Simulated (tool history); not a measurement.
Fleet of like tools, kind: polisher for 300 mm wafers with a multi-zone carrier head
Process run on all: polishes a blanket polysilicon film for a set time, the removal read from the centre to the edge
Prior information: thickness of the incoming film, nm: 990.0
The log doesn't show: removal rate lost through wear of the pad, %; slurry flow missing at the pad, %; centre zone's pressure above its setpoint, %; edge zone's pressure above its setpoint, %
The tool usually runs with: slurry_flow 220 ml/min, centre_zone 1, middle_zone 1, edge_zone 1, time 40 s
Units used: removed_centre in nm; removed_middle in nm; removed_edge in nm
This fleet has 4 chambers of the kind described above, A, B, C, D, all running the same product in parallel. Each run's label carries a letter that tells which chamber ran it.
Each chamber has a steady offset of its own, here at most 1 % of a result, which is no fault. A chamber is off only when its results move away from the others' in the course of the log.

run,hour,slurry_flow,centre_zone,middle_zone,edge_zone,time,wafers polished on this pad,hours since the slurry nozzle was cleaned,hours since the centre zone pressure was calibrated,hours since the edge zone pressure was calibrated,removed_centre,removed_middle,removed_edge
1B,6.1,220,1,1,1,40,815,81.9,11.8,468.7,231.6,224.56,228.8
2A,13.3,220,1,1,1,40,820,193.4,94.2,1016,226.89,231.86,232.54
# hour 14.8: chamber C: worn pad replaced by a new one
3D,20.8,220,1,1,1,40,412,295.4,172.6,106.5,228.45,225.18,229.84
# hour 23.5: chamber B: worn pad replaced by a new one
4C,27.4,220,1,1,1,40,164,424.9,267.7,214.6,229.24,234.65,228.09
# hour 27.5: chamber A: worn pad replaced by a new one
5D,34.5,220,1,1,1,40,589,309.1,186.3,120.2,227.3,223.89,227.24
6B,44.6,220,1,1,1,40,273,120.4,50.3,507.2,232.8,228.15,226.74
7C,53.4,220,1,1,1,40,500,450.9,293.7,240.6,226.27,229.57,227.84
8A,59.2,220,1,1,1,40,410,239.3,140.1,1061.9,227.73,227.38,229.23
# hour 60.4: chamber D: worn pad replaced by a new one
# hour 70: chamber C: worn pad replaced by a new one
9C,70.8,220,1,1,1,40,11,468.3,311.1,258,229.9,228.07,224.15
10A,77.3,220,1,1,1,40,644,257.4,158.2,1080,226.64,230.97,229.6
11B,83.9,220,1,1,1,40,781,159.7,89.6,546.5,228.41,227.09,231.72
12D,91.5,220,1,1,1,40,403,366.1,243.3,177.2,227.62,227.37,229.06
13D,98.8,220,1,1,1,40,497,373.4,250.6,184.5,227.63,225.09,229.7
# hour 103.8: chamber A: worn pad replaced by a new one
# hour 105: chamber B: edge zone pressure recalibrated
# hour 108.9: chamber B: worn pad replaced by a new one
14B,109.6,220,1,1,1,40,9,185.4,115.3,4.7,232.47,227.6,226.88
15A,117.4,220,1,1,1,40,176,297.5,198.3,1120.1,224.74,228.48,229.83
# hour 122.2: chamber C: slurry nozzle cleaned
# hour 125: chamber D: worn pad replaced by a new one
16C,127.4,220,1,1,1,40,742,5.2,367.7,314.6,226.69,230.51,226.03
17D,134.9,220,1,1,1,40,128,409.5,286.7,220.6,227.62,229.01,230.83
# hour 140.1: chamber C: worn pad replaced by a new one
# hour 143.3: chamber D: centre zone pressure recalibrated
18B,144.4,220,1,1,1,40,459,220.2,150.1,39.5,231.38,227.22,227.11
19C,150.4,220,1,1,1,40,134,28.2,390.7,337.6,230.2,229.03,225.73
20A,159.9,220,1,1,1,40,726,340,240.8,1162.6,227.98,230.8,232.63
21B,171.5,220,1,1,1,40,810,247.3,177.2,66.6,229.52,224.92,228.27
22D,176.8,260,1,1,1.07,40,670,451.4,33.6,262.5,235.46,231.99,241.45
23C,182.5,260,1,1,1.07,40,549,60.3,422.8,369.7,229.5,232.2,236.3
# hour 183.3: chamber A: worn pad replaced by a new one
24A,192.8,260,1,1,1.07,40,123,372.9,273.7,1195.5,232.97,233.39,238.86
# hour 193.2: chamber B: worn pad replaced by a new one
# hour 196.4: chamber D: worn pad replaced by a new one
25D,198.4,260,1,1,1.07,40,27,473,55.2,284.1,229.68,231.81,241.24
26C,204.5,220,1,1,1,40,833,82.3,444.8,391.7,223.82,227.02,226.47
27A,209.9,220,1,1,1,40,344,390,290.8,1212.6,224.23,228.4,227.44
28B,218.3,220,1,1,1,40,325,294.1,224,113.4,230.87,226.19,227.38
29A,224,220,1,1,1,40,527,404.1,304.9,1226.7,227.6,231.7,228.81

Read the log: is a single chamber off, either drifting away or since a service, is the gauge that measures every chamber drifting, or is nothing wrong beyond small per-chamber offsets? Name any odd chamber and what most likely caused it.

All chambers stay in line apart from their small fixed offsets, and the gauge does not drift.

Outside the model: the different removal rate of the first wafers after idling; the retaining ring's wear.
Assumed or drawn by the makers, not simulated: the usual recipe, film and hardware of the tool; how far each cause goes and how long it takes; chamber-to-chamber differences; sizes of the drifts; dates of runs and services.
